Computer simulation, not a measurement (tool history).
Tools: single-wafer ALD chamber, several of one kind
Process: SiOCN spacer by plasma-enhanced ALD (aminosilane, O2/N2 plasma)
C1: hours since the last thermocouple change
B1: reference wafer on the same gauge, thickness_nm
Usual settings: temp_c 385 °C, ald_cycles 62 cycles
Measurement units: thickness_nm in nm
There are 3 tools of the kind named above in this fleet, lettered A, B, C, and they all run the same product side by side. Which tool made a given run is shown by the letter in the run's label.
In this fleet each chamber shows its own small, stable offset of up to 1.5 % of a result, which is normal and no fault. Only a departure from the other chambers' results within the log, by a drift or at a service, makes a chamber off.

Run 1A, hour 11.8: usual settings; C1 139.7; B1 3.46. Result: thickness_nm 3.7125 nm.
Run 2B, hour 25.4: usual settings; C1 1100.4; B1 3.4622. Result: thickness_nm 3.7322 nm.
Run 3C, hour 39.6: usual settings; C1 2571.3; B1 3.463. Result: thickness_nm 3.7808 nm.
Run 4C, hour 46.8: usual settings; C1 2578.5; B1 3.4633. Result: thickness_nm 3.7836 nm.
Run 5B, hour 57.4: usual settings; C1 1132.4; B1 3.464. Result: thickness_nm 3.7289 nm.
Run 6A, hour 73: usual settings; C1 200.9; B1 3.4644. Result: thickness_nm 3.7176 nm.
Run 7C, hour 83: usual settings; C1 2614.7; B1 3.4656. Result: thickness_nm 3.7869 nm.
At hour 86.2: chamber C: thermocouple changed; heater temperature recalibrated.
Run 8A, hour 98.5: usual settings but temp_c 374 °C, ald_cycles 69 cycles; C1 226.4; B1 3.467. Result: thickness_nm 4.1443 nm.
Run 9B, hour 108.3: usual settings but temp_c 374 °C, ald_cycles 69 cycles; C1 1183.3; B1 3.4659. Result: thickness_nm 4.1547 nm.
At hour 119.6: chamber B: thermocouple changed; heater temperature recalibrated.
Run 10A, hour 119.6: usual settings but temp_c 374 °C, ald_cycles 69 cycles; C1 247.5; B1 3.4682. Result: thickness_nm 4.1305 nm.
Run 11B, hour 127: usual settings; C1 7.4; B1 3.4669. Result: thickness_nm 3.7338 nm.
Run 12C, hour 141.4: usual settings but temp_c 395 °C; C1 55.2; B1 3.4686. Result: thickness_nm 3.7922 nm.
Run 13B, hour 156.5: usual settings but temp_c 395 °C; C1 36.9; B1 3.4704. Result: thickness_nm 3.7368 nm.
Run 14C, hour 166.6: usual settings but temp_c 395 °C; C1 80.4; B1 3.4697. Result: thickness_nm 3.7936 nm.
Run 15A, hour 176.4: usual settings but ald_cycles 53 cycles; C1 304.3; B1 3.4713. Result: thickness_nm 3.1841 nm.
Run 16A, hour 187.8: usual settings but ald_cycles 53 cycles; C1 315.7; B1 3.4732. Result: thickness_nm 3.1796 nm.
Run 17C, hour 199.5: usual settings but ald_cycles 53 cycles; C1 113.3; B1 3.4727. Result: thickness_nm 3.2451 nm.
Run 18B, hour 206.7: usual settings; C1 87.1; B1 3.473. Result: thickness_nm 3.7458 nm.
Run 19C, hour 217.9: usual settings but ald_cycles 67 cycles; C1 131.7; B1 3.4741. Result: thickness_nm 4.1009 nm.
Run 20B, hour 226: usual settings but ald_cycles 67 cycles; C1 106.4; B1 3.4746. Result: thickness_nm 4.0557 nm.
Run 21A, hour 233.7: usual settings but ald_cycles 67 cycles; C1 361.6; B1 3.4751. Result: thickness_nm 4.0295 nm.

Is one chamber out of step, is the gauge drifting, or do the chambers differ by no more than their own small offsets? For an off chamber, give its letter and the likeliest cause.

It is the gauge, not a chamber: its drift shows up in every chamber's results at once, and no chamber is off.
What lies behind it: gauge reads high (%) = 0.455.
